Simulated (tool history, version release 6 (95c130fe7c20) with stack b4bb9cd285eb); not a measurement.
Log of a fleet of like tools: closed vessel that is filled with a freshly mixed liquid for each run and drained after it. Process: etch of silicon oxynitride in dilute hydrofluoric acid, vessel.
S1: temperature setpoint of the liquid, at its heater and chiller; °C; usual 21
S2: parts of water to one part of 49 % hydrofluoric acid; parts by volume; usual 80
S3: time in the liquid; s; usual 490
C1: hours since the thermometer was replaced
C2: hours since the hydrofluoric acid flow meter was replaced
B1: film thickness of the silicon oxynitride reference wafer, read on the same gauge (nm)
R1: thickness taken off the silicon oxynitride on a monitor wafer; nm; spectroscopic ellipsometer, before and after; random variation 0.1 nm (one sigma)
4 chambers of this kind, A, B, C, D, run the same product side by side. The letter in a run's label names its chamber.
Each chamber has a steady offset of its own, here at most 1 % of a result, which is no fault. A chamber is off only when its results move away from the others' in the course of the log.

run,day,S1,S2,S3,C1,C2,B1,R1
1B,0.35,21,80,490,1484.3,711.5,69.982,10.937
2C,0.621,21,80,490,1257.7,340.4,69.976,11.23
3D,0.796,21,80,490,1751.8,215.2,70.012,11.032
4A,0.996,21,80,490,298.3,369.5,70.01,10.981
5B,1.188,21,80,490,1504.4,731.6,69.99,11.032
6A,1.479,21,80,490,309.9,381.1,70.025,11.004
7D,1.804,18,80,260,1776,239.4,69.995,5.2016
8C,2.112,18,80,260,1293.5,376.2,70.018,5.1843
9B,2.421,18,80,260,1534,761.2,69.974,5.1245
10A,2.712,18,80,260,339.5,410.7,70.017,5.0904
11D,2.946,21,80,490,1803.4,266.8,69.996,11.086
12C,3.121,21,80,490,1317.7,400.4,70,11.021
13B,3.338,21,80,490,1556,783.2,70.011,11.373
14C,3.604,21,80,490,1329.3,412,70.007,11.305
15A,3.829,21,80,490,366.3,437.5,69.96,11.149
16D,4.121,21,80,490,1831.6,295,69.992,11.121
17B,4.308,21,80,620,1579.3,806.5,70.027,13.919
18C,4.675,21,80,620,1355,437.7,69.987,14.026
19A,4.971,21,80,620,393.7,464.9,70.004,14.738
20D,5.304,21,80,620,1860,323.4,70.007,14.14
21B,5.55,21,80,490,1609.1,836.3,70.006,11.032
22D,5.925,21,80,490,1874.9,338.3,69.986,11.092
23A,6.212,21,80,490,423.5,494.7,69.982,11.969
24C,6.567,24,45,490,1400.4,483.1,69.961,23.431
25D,6.775,24,45,490,1895.3,358.7,70,23.675
26A,7.096,24,45,490,444.7,515.9,70.006,26.585
# day 7.275: chamber C: hydrofluoric acid flow meter replaced
27C,7.358,24,45,490,1419.4,2.1,69.997,23.497

What goes on in this fleet: one chamber off, a drifting gauge, or nothing beyond the chambers' own small offsets? Name the chamber and the cause, if any.

Chamber A drifts away from the others.
Cause: hydrofluoric acid flow above the setpoint (%) = 12.
The log may not tell that from: liquid hotter than its thermometer reads (K).

Here are 4 candidates for chamber A's next run, each the usual settings with a change, their results left as question marks. Which one brings its results back in line with what the others give on the usual settings?
In line means no further than this from the other chambers' mean on the usual settings: R1 0.36 nm
28A-1,7.646,21,75,520,,,,?
28A-2,7.646,21,80,615,,,,?
28A-3,7.646,20,95,490,,,,?
28A-4,7.646,21,90,490,,,,?

The other chambers' mean on the usual settings: R1 11.12 nm
run,R1
28A-1,14.204
28A-2,15.68
28A-3,9.8801
28A-4,11.01
28A-4 brings the chamber back in line.
